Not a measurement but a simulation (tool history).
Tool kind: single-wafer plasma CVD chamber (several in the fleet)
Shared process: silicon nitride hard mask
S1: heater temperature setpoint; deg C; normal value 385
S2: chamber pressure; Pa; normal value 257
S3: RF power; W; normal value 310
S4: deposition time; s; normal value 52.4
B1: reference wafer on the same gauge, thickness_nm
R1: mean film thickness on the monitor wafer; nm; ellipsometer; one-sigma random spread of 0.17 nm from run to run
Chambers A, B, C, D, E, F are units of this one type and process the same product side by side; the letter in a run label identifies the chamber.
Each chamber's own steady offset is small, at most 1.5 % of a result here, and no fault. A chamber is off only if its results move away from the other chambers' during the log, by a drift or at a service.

run,day,S1,S2,S3,S4,B1,R1
1F,0.558,385,257,310,52.4,54.644,65.206
2A,0.933,385,257,310,52.4,54.689,65.633
3B,1.362,385,257,310,52.4,54.674,65.617
4E,1.650,385,257,310,52.4,54.714,64.426
5C,1.950,385,257,310,52.4,54.672,65.419
6D,2.467,385,257,310,52.4,54.715,64.838
7F,2.929,385,257,310,52.4,54.713,64.957
8D,3.488,385,257,310,52.4,54.699,65.057
# day 3.796: chamber F: capacitance manometer re-zeroed and calibrated
9B,4.088,385,257,310,52.4,54.663,65.641
10A,4.683,385,257,310,52.4,54.711,65.944
11E,5.062,385,257,310,52.4,54.715,64.340
12C,5.662,385,257,310,52.4,54.686,65.639
13C,5.950,385,257,310,52.4,54.684,65.630
14F,6.396,385,257,310,52.4,54.733,65.022
15A,7.046,385,257,310,52.4,54.703,65.923
16D,7.671,385,257,310,52.4,54.736,64.718
17E,8.021,385,257,310,52.4,54.697,64.803
18B,8.421,385,257,310,52.4,54.712,65.543
19D,8.958,385,257,310,52.4,54.716,64.800
20F,9.288,385,257,310,52.4,54.753,64.875
# day 9.592: chamber A: thermocouple changed; heater temperature recalibrated
21C,9.912,385,257,310,52.4,54.678,65.665
22E,10.412,385,257,310,52.4,54.736,64.477
23A,10.950,385,257,310,52.4,54.706,65.933
24B,11.588,385,257,310,52.4,54.679,65.552
25D,12.017,385,257,310,52.4,54.684,64.449
26A,12.554,385,257,310,52.4,54.678,65.647
27F,13.154,385,257,310,52.4,54.697,64.957
28B,13.621,385,257,310,52.4,54.726,65.276
29C,14.138,385,257,310,52.4,54.712,65.573
# day 14.217: chamber E: RF generator calibrated
30E,14.433,385,257,310,52.4,54.686,64.544
31E,14.946,385,257,310,52.4,54.689,64.285
# day 15.442: chamber B: capacitance manometer re-zeroed and calibrated
32A,15.488,385,257,310,52.4,54.714,65.405
33F,16.138,385,257,310,52.4,54.702,65.050
# day 16.283: chamber F: RF generator calibrated
34B,16.571,385,300,310,61.3,54.712,79.532
35D,17.175,385,300,310,61.3,54.689,77.819
36C,17.800,385,300,310,61.3,54.719,79.281
37F,18.083,385,300,310,61.3,54.669,79.377
38B,18.671,385,300,310,61.3,54.710,79.936
39D,19.200,385,300,310,61.3,54.672,77.382
40A,19.792,385,257,310,52.4,54.673,65.538
41C,20.333,385,257,310,52.4,54.693,65.381

Is one chamber out of step, is the gauge drifting, or do the chambers differ by no more than their own small offsets? For an off chamber, give its letter and the likeliest cause.

It is chamber D that slowly wanders off from its peers.
Likeliest cause: delivered RF power below the setpoint (%) = 3.02.
The log might look much the same if the cause were instead: true pressure below the setpoint (%).

Chamber D could run next with any of the 4 candidate recipes listed below; each alters the usual settings, and their results appear as question marks. Which one brings its results back in line with what the other chambers deliver on the usual settings?
In-line tolerance around the mean of the other chambers on the usual settings: R1 0.590 nm
42D-1,20.800,385,257,310,51.2,,?
42D-2,20.800,385,257,315,52.4,,?
42D-3,20.800,385,256,310,52.0,,?
42D-4,20.800,385,261,320,52.4,,?

Average result of the remaining chambers running the usual settings: R1 65.279 nm
run,R1
42D-1,62.250
42D-2,64.376
42D-3,63.130
42D-4,65.323
42D-4 brings the chamber back in line.
